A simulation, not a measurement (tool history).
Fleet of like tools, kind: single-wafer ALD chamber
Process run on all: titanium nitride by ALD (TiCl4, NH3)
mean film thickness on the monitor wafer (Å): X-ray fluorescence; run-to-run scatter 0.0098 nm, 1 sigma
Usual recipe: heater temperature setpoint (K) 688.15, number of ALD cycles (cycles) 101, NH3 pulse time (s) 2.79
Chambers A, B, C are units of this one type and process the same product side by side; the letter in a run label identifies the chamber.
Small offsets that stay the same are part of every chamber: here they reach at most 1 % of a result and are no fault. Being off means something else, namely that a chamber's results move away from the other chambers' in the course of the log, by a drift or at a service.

run	hour	heater temperature setpoint (K)	number of ALD cycles (cycles)	NH3 pulse time (s)	read-back reference wafer on the same gauge, thickness_nm	mean film thickness on the monitor wafer (Å)
1B	2.9	688.15	101	2.79	2.0894	22.911
2C	6.6	688.15	101	2.79	2.0918	22.504
3A	10.3	688.15	101	2.79	2.0911	22.467
4A	13.0	688.15	101	2.79	2.0903	22.563
5C	18.1	688.15	101	2.79	2.0887	22.525
6B	21.2	688.15	101	2.79	2.0887	22.769
7B	23.8	681.15	101	2.79	2.0897	22.759
8A	26.9	681.15	101	2.79	2.0904	22.633
9C	29.8	681.15	101	2.79	2.0907	22.531
10C	34.4	678.15	84	2.79	2.0896	18.611
11A	39.5	678.15	84	2.79	2.0888	18.661
12B	42.7	678.15	84	2.79	2.0902	18.826
13A	47.7	688.15	101	2.79	2.0910	22.494
14C	50.2	688.15	101	2.79	2.0884	22.529
15B	52.8	688.15	101	2.79	2.0925	22.741
16B	58.3	688.15	101	2.79	2.0893	22.661
17A	61.4	688.15	101	2.79	2.0878	22.556
18C	66.7	688.15	116	1.97	2.0911	25.605
19C	71.8	688.15	116	1.97	2.0916	25.546
20A	75.1	688.15	116	1.97	2.0901	25.891
21B	80.2	688.15	101	2.79	2.0890	22.907
22A	84.0	688.15	101	2.79	2.0923	22.558
23C	87.5	688.15	101	2.79	2.0907	22.494
24B	92.9	688.15	101	2.79	2.0915	22.769
25A	98.2	688.15	101	3.70	2.0900	22.801
26C	103.6	688.15	101	3.70	2.0897	22.543
27B	108.6	688.15	101	3.70	2.0896	23.017
28B	112.0	688.15	101	2.79	2.0905	22.706
29C	116.1	688.15	101	2.79	2.0892	22.339
30A	119.9	688.15	101	2.79	2.0903	22.671
31A	125.5	688.15	101	2.79	2.0909	22.756
32C	129.5	688.15	101	2.79	2.0904	22.460
33B	133.3	688.15	101	2.79	2.0896	22.895
34C	138.6	688.15	101	2.79	2.0892	22.317
35A	142.1	688.15	101	2.79	2.0915	22.663
36B	144.9	688.15	101	2.79	2.0899	22.686
37C	149.3	688.15	117	3.15	2.0886	25.839
38B	152.2	688.15	117	3.15	2.0898	26.416
39A	154.7	688.15	117	3.15	2.0911	26.396
40C	159.3	688.15	101	2.79	2.0920	22.533

Is one chamber out of step, is the gauge drifting, or do the chambers differ by no more than their own small offsets? For an off chamber, give its letter and the likeliest cause.

No chamber is off and the gauge is stable; the differences are just each chamber's small, constant offset.

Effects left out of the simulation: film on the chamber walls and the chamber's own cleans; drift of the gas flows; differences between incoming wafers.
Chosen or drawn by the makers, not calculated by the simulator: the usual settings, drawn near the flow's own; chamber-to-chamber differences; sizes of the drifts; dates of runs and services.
